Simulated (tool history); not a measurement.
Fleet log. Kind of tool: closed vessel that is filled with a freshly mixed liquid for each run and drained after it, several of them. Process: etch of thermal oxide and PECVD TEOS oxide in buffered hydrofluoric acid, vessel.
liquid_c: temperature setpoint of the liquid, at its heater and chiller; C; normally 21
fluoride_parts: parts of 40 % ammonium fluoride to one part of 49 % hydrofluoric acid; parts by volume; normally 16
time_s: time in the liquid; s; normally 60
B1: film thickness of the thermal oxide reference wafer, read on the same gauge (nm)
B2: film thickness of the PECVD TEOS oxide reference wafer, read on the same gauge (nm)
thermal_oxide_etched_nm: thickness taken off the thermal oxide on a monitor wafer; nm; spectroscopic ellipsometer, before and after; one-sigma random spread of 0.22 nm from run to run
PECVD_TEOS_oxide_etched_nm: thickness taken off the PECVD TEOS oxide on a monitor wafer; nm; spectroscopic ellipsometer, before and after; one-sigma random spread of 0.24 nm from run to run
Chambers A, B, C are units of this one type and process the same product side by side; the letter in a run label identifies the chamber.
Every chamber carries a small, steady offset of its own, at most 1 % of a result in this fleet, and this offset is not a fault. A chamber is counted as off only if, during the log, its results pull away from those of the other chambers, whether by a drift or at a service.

Run 1A, hour 5.2: usual settings; B1 109.98; B2 149.99. Result: thermal_oxide_etched_nm 39.212 nm, PECVD_TEOS_oxide_etched_nm 43.887 nm.
Run 2C, hour 14.9: usual settings; B1 109.99; B2 150.01. Result: thermal_oxide_etched_nm 39.8 nm, PECVD_TEOS_oxide_etched_nm 44.012 nm.
Run 3B, hour 21.2: usual settings; B1 110.02; B2 150. Result: thermal_oxide_etched_nm 39.603 nm, PECVD_TEOS_oxide_etched_nm 44.086 nm.
At hour 25.8: chamber A: thermometer replaced.
Run 4A, hour 29.7: usual settings; B1 110.01; B2 150. Result: thermal_oxide_etched_nm 40.125 nm, PECVD_TEOS_oxide_etched_nm 44.549 nm.
Run 5B, hour 37.3: usual settings; B1 110; B2 150. Result: thermal_oxide_etched_nm 39.851 nm, PECVD_TEOS_oxide_etched_nm 43.8 nm.
Run 6C, hour 44.5: usual settings; B1 110; B2 150.01. Result: thermal_oxide_etched_nm 39.801 nm, PECVD_TEOS_oxide_etched_nm 43.819 nm.
Run 7A, hour 51.8: usual settings; B1 109.99; B2 150. Result: thermal_oxide_etched_nm 40.114 nm, PECVD_TEOS_oxide_etched_nm 44.576 nm.
Run 8C, hour 59.9: usual settings but fluoride_parts 13.5 parts by volume; B1 110; B2 150.01. Result: thermal_oxide_etched_nm 47.372 nm, PECVD_TEOS_oxide_etched_nm 52.08 nm.
Run 9B, hour 64.7: usual settings but fluoride_parts 13.5 parts by volume; B1 109.99; B2 150.01. Result: thermal_oxide_etched_nm 46.656 nm, PECVD_TEOS_oxide_etched_nm 52.267 nm.
Run 10C, hour 69.9: usual settings but fluoride_parts 13.5 parts by volume; B1 109.99; B2 150. Result: thermal_oxide_etched_nm 47.673 nm, PECVD_TEOS_oxide_etched_nm 52.367 nm.
Run 11B, hour 79.8: usual settings; B1 110.01; B2 150.01. Result: thermal_oxide_etched_nm 39.557 nm, PECVD_TEOS_oxide_etched_nm 44.494 nm.
Run 12A, hour 85.5: usual settings; B1 110; B2 150. Result: thermal_oxide_etched_nm 39.726 nm, PECVD_TEOS_oxide_etched_nm 44.499 nm.
Run 13C, hour 94.7: usual settings; B1 110.02; B2 150. Result: thermal_oxide_etched_nm 39.8 nm, PECVD_TEOS_oxide_etched_nm 44.329 nm.
Run 14A, hour 100.3: usual settings; B1 110.01; B2 150.02. Result: thermal_oxide_etched_nm 40.162 nm, PECVD_TEOS_oxide_etched_nm 44.884 nm.
Run 15B, hour 108.3: usual settings; B1 109.98; B2 150. Result: thermal_oxide_etched_nm 40.397 nm, PECVD_TEOS_oxide_etched_nm 43.925 nm.
Run 16A, hour 116.3: usual settings; B1 110.01; B2 149.99. Result: thermal_oxide_etched_nm 39.929 nm, PECVD_TEOS_oxide_etched_nm 44.356 nm.
Run 17B, hour 123: usual settings; B1 110; B2 150. Result: thermal_oxide_etched_nm 39.847 nm, PECVD_TEOS_oxide_etched_nm 44.488 nm.
Run 18C, hour 130: usual settings; B1 110.02; B2 150. Result: thermal_oxide_etched_nm 40.094 nm, PECVD_TEOS_oxide_etched_nm 43.797 nm.
Run 19C, hour 138.8: usual settings; B1 110.02; B2 150. Result: thermal_oxide_etched_nm 40.061 nm, PECVD_TEOS_oxide_etched_nm 43.987 nm.
Run 20B, hour 148.2: usual settings but liquid_c 17.5 C, time_s 30 s; B1 110.01; B2 150. Result: thermal_oxide_etched_nm 16.537 nm, PECVD_TEOS_oxide_etched_nm 18.213 nm.
Run 21A, hour 154: usual settings but liquid_c 17.5 C, time_s 30 s; B1 109.99; B2 150.01. Result: thermal_oxide_etched_nm 16.409 nm, PECVD_TEOS_oxide_etched_nm 18.25 nm.
Run 22A, hour 159.3: usual settings but liquid_c 17.5 C, time_s 30 s; B1 110.02; B2 150. Result: thermal_oxide_etched_nm 16.336 nm, PECVD_TEOS_oxide_etched_nm 18.471 nm.
Run 23B, hour 168.1: usual settings; B1 110; B2 150. Result: thermal_oxide_etched_nm 39.845 nm, PECVD_TEOS_oxide_etched_nm 44.276 nm.
Run 24C, hour 172.7: usual settings; B1 109.98; B2 149.99. Result: thermal_oxide_etched_nm 39.891 nm, PECVD_TEOS_oxide_etched_nm 44.233 nm.

Which is it: a chamber that has drifted or been left off by a service, a gauge drift common to all chambers, or only each chamber's usual small offset? If a chamber is off, name it and its likeliest cause.

All chambers stay in line apart from their small fixed offsets, and the gauge does not drift.
